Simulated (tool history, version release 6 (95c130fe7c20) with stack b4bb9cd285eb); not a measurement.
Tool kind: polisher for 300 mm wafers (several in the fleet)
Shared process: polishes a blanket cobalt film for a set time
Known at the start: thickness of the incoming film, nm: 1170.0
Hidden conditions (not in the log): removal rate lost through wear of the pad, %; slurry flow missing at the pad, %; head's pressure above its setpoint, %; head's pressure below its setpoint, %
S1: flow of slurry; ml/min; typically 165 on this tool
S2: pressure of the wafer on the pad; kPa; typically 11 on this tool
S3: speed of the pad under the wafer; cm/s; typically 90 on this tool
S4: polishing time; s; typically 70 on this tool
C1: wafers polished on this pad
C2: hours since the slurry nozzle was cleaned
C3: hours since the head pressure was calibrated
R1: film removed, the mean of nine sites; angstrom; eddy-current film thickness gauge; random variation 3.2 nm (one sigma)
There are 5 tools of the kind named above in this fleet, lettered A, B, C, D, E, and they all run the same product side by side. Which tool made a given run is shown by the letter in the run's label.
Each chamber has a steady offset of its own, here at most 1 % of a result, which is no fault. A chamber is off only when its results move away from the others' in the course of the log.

{"run": "1B", "hour": 10.6, "S1": 165, "S2": 11, "S3": 90, "S4": 70, "C1": 161, "C2": 371.7, "C3": 821.3, "R1": 2723.6}
{"hour": 12.3, "done": "chamber E: worn pad replaced by a new one"}
{"run": "2A", "hour": 17.1, "S1": 165, "S2": 11, "S3": 90, "S4": 70, "C1": 556, "C2": 69.9, "C3": 212.6, "R1": 2783.3}
{"run": "3E", "hour": 27.0, "S1": 165, "S2": 11, "S3": 90, "S4": 70, "C1": 180, "C2": 124.5, "C3": 321.3, "R1": 2776.2}
{"run": "4D", "hour": 35.7, "S1": 165, "S2": 11, "S3": 90, "S4": 70, "C1": 632, "C2": 345.1, "C3": 600.6, "R1": 2769.7}
{"hour": 41.0, "done": "chamber D: worn pad replaced by a new one"}
{"run": "5C", "hour": 45.6, "S1": 165, "S2": 11, "S3": 90, "S4": 70, "C1": 1022, "C2": 269.1, "C3": 973, "R1": 2691.8}
{"hour": 47.4, "done": "chamber A: worn pad replaced by a new one"}
{"run": "6C", "hour": 52.2, "S1": 165, "S2": 11, "S3": 90, "S4": 70, "C1": 1103, "C2": 275.7, "C3": 979.6, "R1": 2770}
{"hour": 60.5, "done": "chamber C: worn pad replaced by a new one"}
{"run": "7E", "hour": 62.6, "S1": 165, "S2": 11, "S3": 90, "S4": 70, "C1": 616, "C2": 160.1, "C3": 356.9, "R1": 2713.3}
{"hour": 65.2, "done": "chamber B: worn pad replaced by a new one"}
{"run": "8B", "hour": 69.9, "S1": 165, "S2": 13.1, "S3": 90, "S4": 70, "C1": 58, "C2": 431, "C3": 880.6, "R1": 3207.2}
{"run": "9A", "hour": 80.9, "S1": 165, "S2": 13.1, "S3": 90, "S4": 70, "C1": 411, "C2": 133.7, "C3": 276.4, "R1": 3279}
{"run": "10D", "hour": 91.5, "S1": 165, "S2": 13.1, "S3": 90, "S4": 70, "C1": 620, "C2": 400.9, "C3": 656.4, "R1": 3204.8}
{"hour": 94.4, "done": "chamber D: worn pad replaced by a new one"}
{"run": "11E", "hour": 97.2, "S1": 165, "S2": 13.1, "S3": 90, "S4": 70, "C1": 1040, "C2": 194.7, "C3": 391.5, "R1": 3210.9}
{"hour": 101.7, "done": "chamber C: head pressure recalibrated"}
{"run": "12A", "hour": 103.0, "S1": 165, "S2": 13.1, "S3": 90, "S4": 70, "C1": 682, "C2": 155.8, "C3": 298.5, "R1": 3273.4}
{"run": "13D", "hour": 112.3, "S1": 165, "S2": 11, "S3": 90, "S4": 70, "C1": 219, "C2": 421.7, "C3": 677.2, "R1": 2715.9}
{"hour": 115.3, "done": "chamber E: worn pad replaced by a new one"}
{"hour": 119.1, "done": "chamber A: worn pad replaced by a new one"}
{"run": "14B", "hour": 122.0, "S1": 165, "S2": 11, "S3": 90, "S4": 70, "C1": 697, "C2": 483.1, "C3": 932.7, "R1": 2759.1}
{"run": "15C", "hour": 131.3, "S1": 165, "S2": 11, "S3": 90, "S4": 70, "C1": 868, "C2": 354.8, "C3": 29.7, "R1": 2707.1}
{"hour": 133.3, "done": "chamber B: worn pad replaced by a new one"}
{"hour": 134.1, "done": "chamber B: head pressure recalibrated"}
{"run": "16A", "hour": 139.1, "S1": 165, "S2": 11, "S3": 90, "S4": 82, "C1": 246, "C2": 191.9, "C3": 334.6, "R1": 3244.2}
{"run": "17E", "hour": 148.4, "S1": 165, "S2": 11, "S3": 90, "S4": 82, "C1": 406, "C2": 245.9, "C3": 442.7, "R1": 3205.9}
{"hour": 150.4, "done": "chamber D: slurry nozzle cleaned"}
{"hour": 155.4, "done": "chamber D: worn pad replaced by a new one"}
{"hour": 155.4, "done": "chamber C: worn pad replaced by a new one"}
{"run": "18D", "hour": 157.2, "S1": 165, "S2": 11, "S3": 90, "S4": 82, "C1": 22, "C2": 6.9, "C3": 722.1, "R1": 3241.9}
{"run": "19B", "hour": 168.6, "S1": 165, "S2": 11, "S3": 90, "S4": 82, "C1": 432, "C2": 529.7, "C3": 34.6, "R1": 2830.3}
{"run": "20C", "hour": 178.1, "S1": 165, "S2": 11, "S3": 90, "S4": 82, "C1": 279, "C2": 401.6, "C3": 76.5, "R1": 3128}
{"hour": 188.8, "done": "chamber A: worn pad replaced by a new one"}
{"run": "21C", "hour": 190.1, "S1": 165, "S2": 11, "S3": 90, "S4": 70, "C1": 426, "C2": 413.6, "C3": 88.5, "R1": 2689.4}
{"hour": 195.5, "done": "chamber B: worn pad replaced by a new one"}
{"run": "22B", "hour": 198.6, "S1": 165, "S2": 13.8, "S3": 118, "S4": 70, "C1": 38, "C2": 559.7, "C3": 64.6, "R1": 3976.1}
{"run": "23E", "hour": 208.6, "S1": 165, "S2": 13.8, "S3": 118, "S4": 70, "C1": 1144, "C2": 306.1, "C3": 502.9, "R1": 4431.7}
{"hour": 209.6, "done": "chamber E: worn pad replaced by a new one"}
{"hour": 217.2, "done": "chamber D: worn pad replaced by a new one"}
{"run": "24D", "hour": 221.7, "S1": 165, "S2": 13.8, "S3": 118, "S4": 70, "C1": 55, "C2": 71.4, "C3": 786.6, "R1": 4481.1}
{"run": "25A", "hour": 231.2, "S1": 165, "S2": 13.8, "S3": 118, "S4": 70, "C1": 520, "C2": 284, "C3": 426.7, "R1": 4451.7}
{"hour": 231.8, "done": "chamber A: head pressure recalibrated"}
{"hour": 236.1, "done": "chamber C: slurry nozzle cleaned"}
{"run": "26D", "hour": 238.6, "S1": 165, "S2": 13.8, "S3": 118, "S4": 70, "C1": 263, "C2": 88.3, "C3": 803.5, "R1": 4513.5}
{"hour": 250.7, "done": "chamber A: worn pad replaced by a new one"}
{"run": "27E", "hour": 251.7, "S1": 165, "S2": 11, "S3": 90, "S4": 70, "C1": 516, "C2": 349.2, "C3": 546, "R1": 2740.4}
{"hour": 262.7, "done": "chamber B: worn pad replaced by a new one"}
{"run": "28B", "hour": 263.1, "S1": 200, "S2": 11, "S3": 90, "S4": 70, "C1": 5, "C2": 624.2, "C3": 129.1, "R1": 2528.9}
{"hour": 264.3, "done": "chamber C: worn pad replaced by a new one"}
{"run": "29C", "hour": 268.9, "S1": 200, "S2": 11, "S3": 90, "S4": 70, "C1": 56, "C2": 32.8, "C3": 167.3, "R1": 2800}
{"run": "30A", "hour": 275.8, "S1": 200, "S2": 11, "S3": 90, "S4": 70, "C1": 308, "C2": 328.6, "C3": 44.1, "R1": 2821.3}
{"run": "31E", "hour": 283.2, "S1": 200, "S2": 11, "S3": 90, "S4": 70, "C1": 902, "C2": 380.7, "C3": 577.5, "R1": 2778.5}

Is one chamber off against the others, does the gauge drift, or is nothing wrong? If a chamber is off, say which, and what the likeliest cause is.

After it was serviced, chamber B no longer matches the other chambers.
Likeliest cause: head's pressure below its setpoint, % = 11.2.

Chamber B could run next with any of the 4 candidate recipes listed below; each alters the usual settings, and their results appear as question marks. Which one brings its results back in line with what the other chambers deliver on the usual settings?
A result is in line if it is within this distance of the other chambers' mean on the usual settings: R1 110 angstrom
{"run": "32B-1", "hour": 292.6, "S1": 165, "S2": 10.3, "S3": 86, "S4": 70, "R1": "?"}
{"run": "32B-2", "hour": 292.6, "S1": 165, "S2": 11, "S3": 88, "S4": 69, "R1": "?"}
{"run": "32B-3", "hour": 292.6, "S1": 165, "S2": 11.7, "S3": 92, "S4": 72, "R1": "?"}
{"run": "32B-4", "hour": 292.6, "S1": 165, "S2": 11, "S3": 92, "S4": 71, "R1": "?"}

What the other chambers average on the usual settings: R1 2719.8 angstrom
run=32B-1 R1=2158.9
run=32B-2 R1=2322.4
run=32B-3 R1=2690.5
run=32B-4 R1=2496.6
It is 32B-3 that realigns the chamber with its peers.
